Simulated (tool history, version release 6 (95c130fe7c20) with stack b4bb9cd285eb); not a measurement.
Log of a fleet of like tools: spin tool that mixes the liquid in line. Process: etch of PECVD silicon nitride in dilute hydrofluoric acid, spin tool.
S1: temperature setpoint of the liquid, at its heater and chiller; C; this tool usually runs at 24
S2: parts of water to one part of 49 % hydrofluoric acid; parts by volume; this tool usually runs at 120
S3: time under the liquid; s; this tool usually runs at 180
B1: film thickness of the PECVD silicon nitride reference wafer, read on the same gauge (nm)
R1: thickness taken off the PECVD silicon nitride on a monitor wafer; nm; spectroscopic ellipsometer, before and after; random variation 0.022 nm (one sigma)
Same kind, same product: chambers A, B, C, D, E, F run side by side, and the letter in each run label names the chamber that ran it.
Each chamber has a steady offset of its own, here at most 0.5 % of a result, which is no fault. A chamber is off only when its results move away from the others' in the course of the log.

Run 1E, hour 3.4: usual settings; B1 130. Result: R1 2.983 nm.
Run 2B, hour 7.3: usual settings; B1 129.99. Result: R1 2.9662 nm.
Run 3D, hour 12.2: usual settings; B1 130.04. Result: R1 2.9869 nm.
Run 4A, hour 15.6: usual settings; B1 130.03. Result: R1 2.9369 nm.
Run 5F, hour 17.9: usual settings; B1 130.03. Result: R1 2.9595 nm.
Run 6C, hour 20.4: usual settings; B1 129.98. Result: R1 2.9846 nm.
Run 7E, hour 24.4: usual settings; B1 129.94. Result: R1 2.9803 nm.
Run 8F, hour 28.3: usual settings but S3 225 s; B1 130.04. Result: R1 3.7133 nm.
Run 9D, hour 31: usual settings but S3 225 s; B1 130. Result: R1 3.7305 nm.
Run 10B, hour 35.2: usual settings but S3 225 s; B1 130.04. Result: R1 3.6866 nm.
Run 11C, hour 38.8: usual settings but S3 225 s; B1 129.94. Result: R1 3.7407 nm.
At hour 41.4: chamber E: thermometer replaced.
Run 12A, hour 41.7: usual settings but S3 225 s; B1 130.04. Result: R1 3.6852 nm.
Run 13A, hour 45: usual settings but S3 225 s; B1 129.97. Result: R1 3.7338 nm.
Run 14B, hour 47.8: usual settings; B1 130.03. Result: R1 2.9511 nm.
Run 15E, hour 52.8: usual settings; B1 130.03. Result: R1 2.9633 nm.
Run 16F, hour 56.5: usual settings; B1 130. Result: R1 2.9911 nm.
Run 17D, hour 61.4: usual settings but S3 95 s; B1 129.99. Result: R1 1.5578 nm.
Run 18C, hour 65.9: usual settings but S3 95 s; B1 130.03. Result: R1 1.5732 nm.
Run 19A, hour 68.5: usual settings but S3 95 s; B1 130.05. Result: R1 1.5847 nm.
Run 20E, hour 71.8: usual settings but S3 95 s; B1 130.01. Result: R1 1.5562 nm.
Run 21D, hour 75: usual settings but S3 95 s; B1 129.95. Result: R1 1.5228 nm.
Run 22C, hour 77.3: usual settings but S3 95 s; B1 130.07. Result: R1 1.5648 nm.
Run 23B, hour 81.1: usual settings; B1 129.96. Result: R1 2.9755 nm.
Run 24F, hour 83.7: usual settings but S2 85 parts by volume, S3 85 s; B1 130. Result: R1 1.9769 nm.
Run 25E, hour 88.3: usual settings but S2 85 parts by volume, S3 85 s; B1 130.02. Result: R1 1.9544 nm.
Run 26D, hour 90.6: usual settings but S2 85 parts by volume, S3 85 s; B1 130.02. Result: R1 1.9159 nm.
Run 27B, hour 94.8: usual settings but S2 85 parts by volume, S3 85 s; B1 130.01. Result: R1 1.983 nm.
Run 28A, hour 97.5: usual settings but S2 85 parts by volume, S3 85 s; B1 129.99. Result: R1 1.9547 nm.
Run 29C, hour 100.7: usual settings but S2 85 parts by volume, S3 85 s; B1 129.99. Result: R1 1.9397 nm.
Run 30F, hour 105.6: usual settings; B1 129.99. Result: R1 2.9889 nm.
Run 31B, hour 108.1: usual settings; B1 130.02. Result: R1 2.9771 nm.
Run 32F, hour 111.5: usual settings; B1 130.03. Result: R1 2.9969 nm.
Run 33C, hour 115.5: usual settings; B1 129.96. Result: R1 2.9747 nm.
Run 34E, hour 119.7: usual settings but S3 245 s; B1 129.99. Result: R1 4.0416 nm.
Run 35A, hour 122.9: usual settings but S3 245 s; B1 129.97. Result: R1 4.0292 nm.
Run 36D, hour 127: usual settings but S3 245 s; B1 130. Result: R1 3.8646 nm.
Run 37A, hour 131.3: usual settings but S3 245 s; B1 130.02. Result: R1 4.054 nm.
Run 38D, hour 133.7: usual settings but S3 245 s; B1 130.02. Result: R1 3.8489 nm.
Run 39F, hour 137.7: usual settings but S3 245 s; B1 130. Result: R1 4.0189 nm.
Run 40C, hour 142.4: usual settings; B1 130.03. Result: R1 2.9701 nm.
Run 41E, hour 144.6: usual settings but S2 85 parts by volume, S3 110 s; B1 130.02. Result: R1 2.5701 nm.
Run 42B, hour 147.7: usual settings but S2 85 parts by volume, S3 110 s; B1 129.99. Result: R1 2.5548 nm.

All 6 chambers run these settings next. Forecast each chamber's results:
Run 43A, hour 151.3: usual settings but S3 255 s. Result: R1 ?.
Run 43B, hour 151.3: usual settings but S3 255 s. Result: R1 ?.
Run 43C, hour 151.3: usual settings but S3 255 s. Result: R1 ?.
Run 43D, hour 151.3: usual settings but S3 255 s. Result: R1 ?.
Run 43E, hour 151.3: usual settings but S3 255 s. Result: R1 ?.
Run 43F, hour 151.3: usual settings but S3 255 s. Result: R1 ?.

run      R1
43A  4.1849
43B  4.2231
43C  4.2321
43D  3.9532
43E  4.1772
43F  4.1971
